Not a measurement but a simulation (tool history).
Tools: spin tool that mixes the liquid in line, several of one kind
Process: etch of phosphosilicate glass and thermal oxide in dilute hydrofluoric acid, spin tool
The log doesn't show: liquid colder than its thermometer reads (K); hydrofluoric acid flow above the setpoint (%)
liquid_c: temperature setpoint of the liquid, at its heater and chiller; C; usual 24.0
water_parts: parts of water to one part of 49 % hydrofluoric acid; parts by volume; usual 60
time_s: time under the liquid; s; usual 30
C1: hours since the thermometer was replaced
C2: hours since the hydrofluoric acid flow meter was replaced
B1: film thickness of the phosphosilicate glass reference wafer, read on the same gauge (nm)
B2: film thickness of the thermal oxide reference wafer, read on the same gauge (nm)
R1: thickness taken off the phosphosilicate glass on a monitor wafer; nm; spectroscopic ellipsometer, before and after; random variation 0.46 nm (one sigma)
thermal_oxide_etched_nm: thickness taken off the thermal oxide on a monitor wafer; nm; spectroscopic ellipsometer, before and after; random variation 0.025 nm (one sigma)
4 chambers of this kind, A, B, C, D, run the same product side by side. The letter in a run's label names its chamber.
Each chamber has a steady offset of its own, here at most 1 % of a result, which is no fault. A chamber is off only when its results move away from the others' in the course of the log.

{"run": "1C", "hour": 4.9, "liquid_c": 24.0, "water_parts": 60, "time_s": 30, "C1": 441.1, "C2": 560.4, "B1": 59.998, "B2": 90.001, "R1": 55.24, "thermal_oxide_etched_nm": 2.5004}
{"run": "2D", "hour": 10.8, "liquid_c": 24.0, "water_parts": 60, "time_s": 30, "C1": 1206.1, "C2": 172.5, "B1": 60.004, "B2": 89.985, "R1": 56.121, "thermal_oxide_etched_nm": 2.4513}
{"run": "3A", "hour": 16.5, "liquid_c": 24.0, "water_parts": 60, "time_s": 30, "C1": 103.9, "C2": 301.7, "B1": 59.982, "B2": 89.995, "R1": 55.369, "thermal_oxide_etched_nm": 2.4465}
{"run": "4B", "hour": 22.4, "liquid_c": 24.0, "water_parts": 60, "time_s": 30, "C1": 234.8, "C2": 1003.3, "B1": 59.982, "B2": 89.974, "R1": 55.489, "thermal_oxide_etched_nm": 2.3872}
{"run": "5D", "hour": 28.1, "liquid_c": 24.0, "water_parts": 60, "time_s": 30, "C1": 1223.4, "C2": 189.8, "B1": 59.984, "B2": 89.998, "R1": 55.462, "thermal_oxide_etched_nm": 2.4781}
{"run": "6B", "hour": 31.9, "liquid_c": 24.0, "water_parts": 60, "time_s": 30, "C1": 244.3, "C2": 1012.8, "B1": 60.001, "B2": 90.004, "R1": 54.809, "thermal_oxide_etched_nm": 2.5}
{"run": "7C", "hour": 35.1, "liquid_c": 24.0, "water_parts": 60, "time_s": 30, "C1": 471.3, "C2": 590.6, "B1": 60.011, "B2": 90.0, "R1": 55.03, "thermal_oxide_etched_nm": 2.4213}
{"run": "8A", "hour": 38.7, "liquid_c": 28.0, "water_parts": 60, "time_s": 30, "C1": 126.1, "C2": 323.9, "B1": 60.029, "B2": 89.995, "R1": 65.173, "thermal_oxide_etched_nm": 2.9479}
{"run": "9C", "hour": 43.7, "liquid_c": 28.0, "water_parts": 60, "time_s": 30, "C1": 479.9, "C2": 599.2, "B1": 59.987, "B2": 90.001, "R1": 64.871, "thermal_oxide_etched_nm": 2.8508}
{"run": "10D", "hour": 46.6, "liquid_c": 28.0, "water_parts": 60, "time_s": 30, "C1": 1241.9, "C2": 208.3, "B1": 60.001, "B2": 90.0, "R1": 65.693, "thermal_oxide_etched_nm": 2.9248}
{"run": "11A", "hour": 52.7, "liquid_c": 28.0, "water_parts": 60, "time_s": 30, "C1": 140.1, "C2": 337.9, "B1": 59.995, "B2": 90.007, "R1": 64.586, "thermal_oxide_etched_nm": 2.9435}
{"run": "12B", "hour": 56.1, "liquid_c": 24.0, "water_parts": 30, "time_s": 30, "C1": 268.5, "C2": 1037.0, "B1": 59.985, "B2": 90.008, "R1": 116.11, "thermal_oxide_etched_nm": 5.1976}
{"run": "13A", "hour": 60.8, "liquid_c": 24.0, "water_parts": 30, "time_s": 30, "C1": 148.2, "C2": 346.0, "B1": 60.0, "B2": 89.998, "R1": 114.76, "thermal_oxide_etched_nm": 5.0849}
{"run": "14B", "hour": 64.6, "liquid_c": 24.0, "water_parts": 30, "time_s": 30, "C1": 277.0, "C2": 1045.5, "B1": 60.008, "B2": 89.999, "R1": 115.17, "thermal_oxide_etched_nm": 5.0734}
{"run": "15D", "hour": 69.7, "liquid_c": 24.0, "water_parts": 30, "time_s": 30, "C1": 1265.0, "C2": 231.4, "B1": 59.995, "B2": 89.996, "R1": 114.55, "thermal_oxide_etched_nm": 5.0668}
{"run": "16C", "hour": 75.5, "liquid_c": 24.0, "water_parts": 60, "time_s": 30, "C1": 511.7, "C2": 631.0, "B1": 60.003, "B2": 89.999, "R1": 54.603, "thermal_oxide_etched_nm": 2.4187}
{"run": "17B", "hour": 81.4, "liquid_c": 19.5, "water_parts": 50, "time_s": 30, "C1": 293.8, "C2": 1062.3, "B1": 59.981, "B2": 90.007, "R1": 55.713, "thermal_oxide_etched_nm": 2.4587}
{"run": "18A", "hour": 86.8, "liquid_c": 19.5, "water_parts": 50, "time_s": 30, "C1": 174.2, "C2": 372.0, "B1": 59.996, "B2": 89.984, "R1": 56.379, "thermal_oxide_etched_nm": 2.4717}
{"run": "19D", "hour": 90.8, "liquid_c": 19.5, "water_parts": 50, "time_s": 30, "C1": 1286.1, "C2": 252.5, "B1": 59.988, "B2": 90.007, "R1": 56.287, "thermal_oxide_etched_nm": 2.4302}
{"run": "20C", "hour": 96.9, "liquid_c": 19.5, "water_parts": 50, "time_s": 30, "C1": 533.1, "C2": 652.4, "B1": 59.986, "B2": 89.978, "R1": 55.389, "thermal_oxide_etched_nm": 2.4132}
{"run": "21D", "hour": 100.2, "liquid_c": 24.0, "water_parts": 60, "time_s": 30, "C1": 1295.5, "C2": 261.9, "B1": 59.982, "B2": 89.979, "R1": 55.623, "thermal_oxide_etched_nm": 2.4383}
{"run": "22A", "hour": 105.7, "liquid_c": 24.0, "water_parts": 60, "time_s": 30, "C1": 193.1, "C2": 390.9, "B1": 59.99, "B2": 90.003, "R1": 56.133, "thermal_oxide_etched_nm": 2.4391}
{"run": "23C", "hour": 110.0, "liquid_c": 24.0, "water_parts": 60, "time_s": 30, "C1": 546.2, "C2": 665.5, "B1": 60.017, "B2": 89.999, "R1": 55.779, "thermal_oxide_etched_nm": 2.4467}
{"run": "24B", "hour": 116.6, "liquid_c": 24.0, "water_parts": 35, "time_s": 15, "C1": 329.0, "C2": 1097.5, "B1": 59.984, "B2": 89.998, "R1": 48.831, "thermal_oxide_etched_nm": 2.1704}
{"run": "25D", "hour": 120.4, "liquid_c": 24.0, "water_parts": 35, "time_s": 15, "C1": 1315.7, "C2": 282.1, "B1": 59.971, "B2": 89.975, "R1": 48.931, "thermal_oxide_etched_nm": 2.1584}
{"run": "26B", "hour": 124.4, "liquid_c": 24.0, "water_parts": 35, "time_s": 15, "C1": 336.8, "C2": 1105.3, "B1": 60.014, "B2": 89.985, "R1": 48.825, "thermal_oxide_etched_nm": 2.1872}
{"run": "27C", "hour": 128.7, "liquid_c": 24.0, "water_parts": 35, "time_s": 15, "C1": 564.9, "C2": 684.2, "B1": 59.997, "B2": 90.003, "R1": 48.651, "thermal_oxide_etched_nm": 2.1515}
{"run": "28A", "hour": 131.7, "liquid_c": 24.0, "water_parts": 60, "time_s": 30, "C1": 219.1, "C2": 416.9, "B1": 60.003, "B2": 89.998, "R1": 55.262, "thermal_oxide_etched_nm": 2.4695}
{"run": "29B", "hour": 135.2, "liquid_c": 24.0, "water_parts": 60, "time_s": 30, "C1": 347.6, "C2": 1116.1, "B1": 59.998, "B2": 90.001, "R1": 54.74, "thermal_oxide_etched_nm": 2.4496}
{"run": "30C", "hour": 141.3, "liquid_c": 24.0, "water_parts": 60, "time_s": 30, "C1": 577.5, "C2": 696.8, "B1": 60.012, "B2": 90.002, "R1": 55.5, "thermal_oxide_etched_nm": 2.4353}
{"run": "31A", "hour": 146.3, "liquid_c": 22.0, "water_parts": 60, "time_s": 15, "C1": 233.7, "C2": 431.5, "B1": 59.999, "B2": 89.984, "R1": 25.275, "thermal_oxide_etched_nm": 1.1537}
{"run": "32D", "hour": 152.5, "liquid_c": 22.0, "water_parts": 60, "time_s": 15, "C1": 1347.8, "C2": 314.2, "B1": 59.993, "B2": 90.008, "R1": 25.808, "thermal_oxide_etched_nm": 1.1601}
{"run": "33D", "hour": 158.0, "liquid_c": 22.0, "water_parts": 60, "time_s": 15, "C1": 1353.3, "C2": 319.7, "B1": 60.013, "B2": 90.001, "R1": 25.878, "thermal_oxide_etched_nm": 1.1504}
{"run": "34B", "hour": 162.6, "liquid_c": 22.0, "water_parts": 60, "time_s": 15, "C1": 375.0, "C2": 1143.5, "B1": 59.988, "B2": 89.992, "R1": 25.729, "thermal_oxide_etched_nm": 1.1429}
{"run": "35C", "hour": 165.9, "liquid_c": 24.0, "water_parts": 60, "time_s": 30, "C1": 602.1, "C2": 721.4, "B1": 59.992, "B2": 89.989, "R1": 55.892, "thermal_oxide_etched_nm": 2.4799}
{"run": "36A", "hour": 170.3, "liquid_c": 24.0, "water_parts": 60, "time_s": 30, "C1": 257.7, "C2": 455.5, "B1": 60.009, "B2": 89.989, "R1": 54.973, "thermal_oxide_etched_nm": 2.5266}
{"run": "37B", "hour": 173.4, "liquid_c": 24.0, "water_parts": 70, "time_s": 30, "C1": 385.8, "C2": 1154.3, "B1": 60.005, "B2": 90.013, "R1": 46.73, "thermal_oxide_etched_nm": 2.0877}
{"run": "38A", "hour": 179.1, "liquid_c": 24.0, "water_parts": 70, "time_s": 30, "C1": 266.5, "C2": 464.3, "B1": 59.999, "B2": 89.985, "R1": 47.268, "thermal_oxide_etched_nm": 2.1029}
{"run": "39C", "hour": 183.5, "liquid_c": 24.0, "water_parts": 70, "time_s": 30, "C1": 619.7, "C2": 739.0, "B1": 59.973, "B2": 89.99, "R1": 46.6, "thermal_oxide_etched_nm": 2.0687}
{"run": "40D", "hour": 189.5, "liquid_c": 24.0, "water_parts": 70, "time_s": 30, "C1": 1384.8, "C2": 351.2, "B1": 59.967, "B2": 89.994, "R1": 47.705, "thermal_oxide_etched_nm": 2.1007}
{"run": "41B", "hour": 194.2, "liquid_c": 24.0, "water_parts": 60, "time_s": 30, "C1": 406.6, "C2": 1175.1, "B1": 60.009, "B2": 89.998, "R1": 55.617, "thermal_oxide_etched_nm": 2.4779}
{"run": "42D", "hour": 200.7, "liquid_c": 24.0, "water_parts": 60, "time_s": 30, "C1": 1396.0, "C2": 362.4, "B1": 60.011, "B2": 90.03, "R1": 55.746, "thermal_oxide_etched_nm": 2.5092}
{"run": "43C", "hour": 205.8, "liquid_c": 24.0, "water_parts": 60, "time_s": 30, "C1": 642.0, "C2": 761.3, "B1": 59.984, "B2": 89.99, "R1": 55.508, "thermal_oxide_etched_nm": 2.4718}
{"run": "44A", "hour": 211.3, "liquid_c": 24.0, "water_parts": 60, "time_s": 30, "C1": 298.7, "C2": 496.5, "B1": 60.003, "B2": 90.002, "R1": 56.28, "thermal_oxide_etched_nm": 2.4483}

Next, every chamber runs the same settings. What will each give?
{"run": "45A", "hour": 216.2, "liquid_c": 24.0, "water_parts": 60, "time_s": 30, "R1": "?", "thermal_oxide_etched_nm": "?"}
{"run": "45B", "hour": 216.2, "liquid_c": 24.0, "water_parts": 60, "time_s": 30, "R1": "?", "thermal_oxide_etched_nm": "?"}
{"run": "45C", "hour": 216.2, "liquid_c": 24.0, "water_parts": 60, "time_s": 30, "R1": "?", "thermal_oxide_etched_nm": "?"}
{"run": "45D", "hour": 216.2, "liquid_c": 24.0, "water_parts": 60, "time_s": 30, "R1": "?", "thermal_oxide_etched_nm": "?"}

run=45A R1=55.199 thermal_oxide_etched_nm=2.4969
run=45B R1=55.483 thermal_oxide_etched_nm=2.4561
run=45C R1=55.415 thermal_oxide_etched_nm=2.4101
run=45D R1=56.087 thermal_oxide_etched_nm=2.4048
